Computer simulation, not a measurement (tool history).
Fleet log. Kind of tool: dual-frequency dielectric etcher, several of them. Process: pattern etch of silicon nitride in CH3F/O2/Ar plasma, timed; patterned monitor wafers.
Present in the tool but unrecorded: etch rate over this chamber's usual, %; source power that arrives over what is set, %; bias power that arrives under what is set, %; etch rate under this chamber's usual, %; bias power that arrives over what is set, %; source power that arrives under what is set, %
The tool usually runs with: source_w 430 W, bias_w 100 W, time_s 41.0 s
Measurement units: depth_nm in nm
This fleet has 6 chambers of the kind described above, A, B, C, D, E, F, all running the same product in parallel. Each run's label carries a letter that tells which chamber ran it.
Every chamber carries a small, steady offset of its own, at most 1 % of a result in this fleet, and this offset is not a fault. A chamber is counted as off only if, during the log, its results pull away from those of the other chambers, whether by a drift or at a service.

| run | day | source_w | bias_w | time_s | hours since the last wet clean | hours since the last source power generator calibration | hours since the last bias power generator calibration | read-back reference wafer on the same gauge, depth_nm | depth_nm |
|---|---|---|---|---|---|---|---|---|---|
| 1F | 0.521 | 430 | 100 | 41.0 | 507.0 | 4017.2 | 2048.8 | 35.114 | 33.217 |
| 2D | 0.929 | 430 | 100 | 41.0 | 594.3 | 2183.9 | 3312.4 | 35.108 | 33.315 |
|  | 1.188 | chamber D: wet clean of the chamber |
| 3A | 1.425 | 430 | 100 | 41.0 | 34.5 | 1429.2 | 217.0 | 35.117 | 33.373 |
| 4E | 1.850 | 430 | 100 | 41.0 | 402.0 | 1858.2 | 3617.9 | 35.121 | 33.130 |
| 5B | 2.221 | 430 | 119 | 29.5 | 425.0 | 448.0 | 1022.6 | 35.123 | 25.470 |
| 6C | 2.500 | 430 | 119 | 29.5 | 125.0 | 2328.3 | 2858.1 | 35.124 | 25.491 |
|  | 2.825 | chamber E: wet clean of the chamber |
| 7A | 2.958 | 430 | 119 | 29.5 | 71.3 | 1466.0 | 253.8 | 35.150 | 25.638 |
| 8D | 3.342 | 430 | 119 | 29.5 | 51.8 | 2241.8 | 3370.3 | 35.144 | 25.499 |
|  | 3.446 | chamber F: wet clean of the chamber |
|  | 3.521 | chamber E: bias power generator calibrated |
| 9E | 3.821 | 430 | 119 | 29.5 | 23.9 | 1905.5 | 7.2 | 35.146 | 25.471 |
| 10B | 4.262 | 430 | 119 | 29.5 | 474.0 | 497.0 | 1071.6 | 35.157 | 25.494 |
| 11C | 4.508 | 430 | 122 | 41.0 | 173.2 | 2376.5 | 2906.3 | 35.144 | 35.803 |
| 12F | 4.992 | 430 | 122 | 41.0 | 37.1 | 4124.5 | 2156.1 | 35.157 | 35.884 |
| 13F | 5.304 | 430 | 122 | 41.0 | 44.6 | 4132.0 | 2163.6 | 35.159 | 35.811 |
| 14A | 5.692 | 430 | 122 | 41.0 | 136.9 | 1531.6 | 319.4 | 35.171 | 35.988 |
| 15E | 6.004 | 430 | 122 | 41.0 | 76.3 | 1957.9 | 59.6 | 35.172 | 35.723 |
| 16C | 6.362 | 430 | 122 | 41.0 | 217.7 | 2421.0 | 2950.8 | 35.165 | 35.936 |
|  | 6.767 | chamber B: wet clean of the chamber |
| 17B | 6.767 | 430 | 80 | 41.0 | 0.1 | 557.1 | 1131.7 | 35.178 | 30.829 |
| 18D | 7.038 | 430 | 80 | 41.0 | 140.5 | 2330.5 | 3459.0 | 35.179 | 30.742 |
| 19F | 7.388 | 430 | 80 | 41.0 | 94.6 | 4182.0 | 2213.6 | 35.180 | 30.710 |
| 20A | 7.779 | 430 | 80 | 41.0 | 187.0 | 1581.7 | 369.5 | 35.191 | 30.886 |
| 21B | 8.033 | 430 | 80 | 41.0 | 30.5 | 587.5 | 1162.1 | 35.202 | 30.828 |
| 22E | 8.525 | 430 | 80 | 41.0 | 136.8 | 2018.4 | 120.1 | 35.210 | 30.680 |
| 23C | 8.896 | 430 | 100 | 41.0 | 278.5 | 2481.8 | 3011.6 | 35.191 | 33.272 |
| 24D | 9.129 | 430 | 100 | 41.0 | 190.7 | 2380.7 | 3509.2 | 35.202 | 33.345 |
| 25C | 9.571 | 430 | 121 | 30.5 | 294.7 | 2498.0 | 3027.8 | 35.201 | 26.532 |
| 26F | 9.996 | 430 | 121 | 30.5 | 157.2 | 4244.6 | 2276.2 | 35.209 | 26.666 |
| 27B | 10.454 | 430 | 121 | 30.5 | 88.6 | 645.6 | 1220.2 | 35.214 | 26.682 |
| 28E | 10.938 | 430 | 121 | 30.5 | 194.7 | 2076.3 | 178.0 | 35.217 | 26.544 |
| 29D | 11.275 | 430 | 121 | 30.5 | 242.2 | 2432.2 | 3560.7 | 35.234 | 26.620 |
| 30A | 11.717 | 430 | 121 | 30.5 | 281.5 | 1676.2 | 464.0 | 35.224 | 26.647 |
|  | 12.012 | chamber D: bias power generator calibrated |
| 31D | 12.250 | 430 | 100 | 41.0 | 265.6 | 2455.6 | 5.8 | 35.226 | 33.347 |
| 32F | 12.717 | 430 | 100 | 41.0 | 222.5 | 4309.9 | 2341.5 | 35.241 | 33.335 |
|  | 12.892 | chamber F: source power generator calibrated |
| 33A | 13.108 | 430 | 100 | 41.0 | 314.9 | 1709.6 | 497.4 | 35.246 | 33.488 |
| 34C | 13.483 | 430 | 100 | 41.0 | 388.6 | 2591.9 | 3121.7 | 35.256 | 33.460 |
| 35E | 13.979 | 430 | 100 | 41.0 | 267.7 | 2149.3 | 251.0 | 35.250 | 33.222 |
| 36B | 14.496 | 430 | 100 | 41.0 | 185.6 | 742.6 | 1317.2 | 35.255 | 33.405 |
| 37D | 14.788 | 430 | 100 | 41.0 | 326.5 | 2516.5 | 66.7 | 35.264 | 33.313 |
| 38E | 15.138 | 430 | 100 | 41.0 | 295.5 | 2177.1 | 278.8 | 35.254 | 33.345 |
| 39A | 15.475 | 430 | 100 | 41.0 | 371.7 | 1766.4 | 554.2 | 35.268 | 33.531 |
| 40C | 15.750 | 430 | 100 | 41.0 | 443.0 | 2646.3 | 3176.1 | 35.267 | 33.339 |
| 41F | 16.042 | 430 | 100 | 41.0 | 302.3 | 75.6 | 2421.3 | 35.266 | 33.373 |
| 42B | 16.488 | 430 | 100 | 41.0 | 233.4 | 790.4 | 1365.0 | 35.281 | 33.376 |
| 43C | 16.842 | 430 | 100 | 41.0 | 469.2 | 2672.5 | 3202.3 | 35.277 | 33.404 |

Predict what each chamber gives when all 6 of them run the settings below next.
| 44A | 17.229 | 430 | 100 | 31.0 |  |  |  |  | ? |
| 44B | 17.229 | 430 | 100 | 31.0 |  |  |  |  | ? |
| 44C | 17.229 | 430 | 100 | 31.0 |  |  |  |  | ? |
| 44D | 17.229 | 430 | 100 | 31.0 |  |  |  |  | ? |
| 44E | 17.229 | 430 | 100 | 31.0 |  |  |  |  | ? |
| 44F | 17.229 | 430 | 100 | 31.0 |  |  |  |  | ? |

| run | depth_nm |
|---|---|
| 44A | 25.345 |
| 44B | 25.321 |
| 44C | 25.280 |
| 44D | 25.269 |
| 44E | 25.186 |
| 44F | 25.290 |

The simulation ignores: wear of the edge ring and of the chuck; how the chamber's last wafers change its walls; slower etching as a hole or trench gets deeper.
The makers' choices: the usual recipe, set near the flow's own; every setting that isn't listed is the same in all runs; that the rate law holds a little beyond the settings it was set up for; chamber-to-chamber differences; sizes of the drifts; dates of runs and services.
